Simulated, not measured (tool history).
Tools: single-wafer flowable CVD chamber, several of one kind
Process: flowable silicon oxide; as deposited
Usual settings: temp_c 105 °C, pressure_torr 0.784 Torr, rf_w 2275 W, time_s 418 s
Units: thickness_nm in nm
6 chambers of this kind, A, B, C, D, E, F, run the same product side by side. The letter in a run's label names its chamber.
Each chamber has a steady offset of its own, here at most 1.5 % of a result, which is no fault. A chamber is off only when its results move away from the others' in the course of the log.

run   hour  temp_c  pressure_torr  rf_w  time_s  read-back reference wafer on the same gauge, thickness_nm  thickness_nm
 1A    4.0     105          0.784  2275     418                                                     208.89        214.03
 2B    9.2     105          0.784  2275     418                                                     209.15        213.85
 3E   15.0     105          0.784  2275     418                                                     209.20        215.46
 4D   18.0     105          0.784  2275     418                                                     208.70        216.81
 5F   24.0     105          0.784  2275     418                                                     209.18        212.63
 6C   26.6     105          0.784  2275     418                                                     208.90        213.86
 7D   30.7     105          0.784  2125     484                                                     208.99        247.14
 8C   36.5     105          0.784  2125     484                                                     209.08        244.35
 9A   42.1     105          0.784  2125     484                                                     208.97        246.82
10B   46.1     105          0.784  2125     484                                                     209.17        246.49
11E   49.2     105          0.784  2125     484                                                     208.88        247.66
12F   54.0     105          0.784  2125     484                                                     208.81        244.99
13D   59.5     105          0.784  2275     418                                                     208.96        216.67
14C   62.3     105          0.784  2275     418                                                     208.73        214.81
      64.6  -- chamber C: capacitance manometer re-zeroed and calibrated
15B   65.8     105          0.784  2275     418                                                     208.99        213.35
      70.0  -- chamber F: thermocouple changed; heater temperature recalibrated
16F   71.6     105          0.784  2275     418                                                     208.88        201.11
      74.0  -- chamber A: capacitance manometer re-zeroed and calibrated
17A   76.6     105          0.784  2275     418                                                     208.98        214.20
18E   82.0     105          0.784  2275     418                                                     208.97        216.02
19A   85.9     105          0.784  2275     418                                                     209.03        213.82
20B   91.0     105          0.784  2275     418                                                     209.15        213.63
21F   94.5     105          0.784  2275     418                                                     208.87        199.35
22C   98.3     105          0.784  2275     418                                                     209.18        213.67
23D  103.8     105          0.784  2275     418                                                     208.84        214.24
24E  107.1     105          0.784  2275     418                                                     209.12        215.90
25D  109.8     105          0.784  2275     418                                                     208.70        217.69
26C  113.2     105          0.784  2275     418                                                     209.01        214.49
27A  117.4     105          0.784  2275     418                                                     208.88        214.44
28F  122.5     105          0.784  2275     418                                                     209.08        202.47
     127.4  -- chamber F: RF generator calibrated
29E  128.3     105          0.784  2275     418                                                     209.26        215.55
30B  133.5     105          0.784  2275     418                                                     209.07        214.27
31E  138.9     105          0.784  2275     418                                                     209.00        216.25
32B  143.4     105          0.784  2275     418                                                     208.90        212.84
33A  148.4     105          0.784  2275     418                                                     209.29        215.25
34C  152.2     105          0.784  2275     418                                                     209.14        215.34
35D  156.1     105          0.784  2275     418                                                     208.80        216.79
36F  159.0     105          0.784  2275     418                                                     208.86        202.96
37B  162.0     105          0.784  2275     418                                                     208.84        213.61
38E  165.1     105          0.784  2275     418                                                     209.10        215.75
39A  170.5     105          0.784  2275     418                                                     208.90        216.00
40D  173.5     105          0.784  2275     418                                                     209.26        215.88
41F  179.3     105          0.784  2275     418                                                     208.82        200.94
42C  183.9     105          0.784  2275     418                                                     209.04        212.79
43F  187.6     105          0.784  2275     418                                                     208.99        200.93

All 6 chambers run these settings next. Forecast each chamber's results:
44A  191.9     105          0.784  2275     418                                                                        ?
44B  191.9     105          0.784  2275     418                                                                        ?
44C  191.9     105          0.784  2275     418                                                                        ?
44D  191.9     105          0.784  2275     418                                                                        ?
44E  191.9     105          0.784  2275     418                                                                        ?
44F  191.9     105          0.784  2275     418                                                                        ?

run  thickness_nm
44A        213.77
44B        212.62
44C        214.49
44D        216.52
44E        215.53
44F        201.49

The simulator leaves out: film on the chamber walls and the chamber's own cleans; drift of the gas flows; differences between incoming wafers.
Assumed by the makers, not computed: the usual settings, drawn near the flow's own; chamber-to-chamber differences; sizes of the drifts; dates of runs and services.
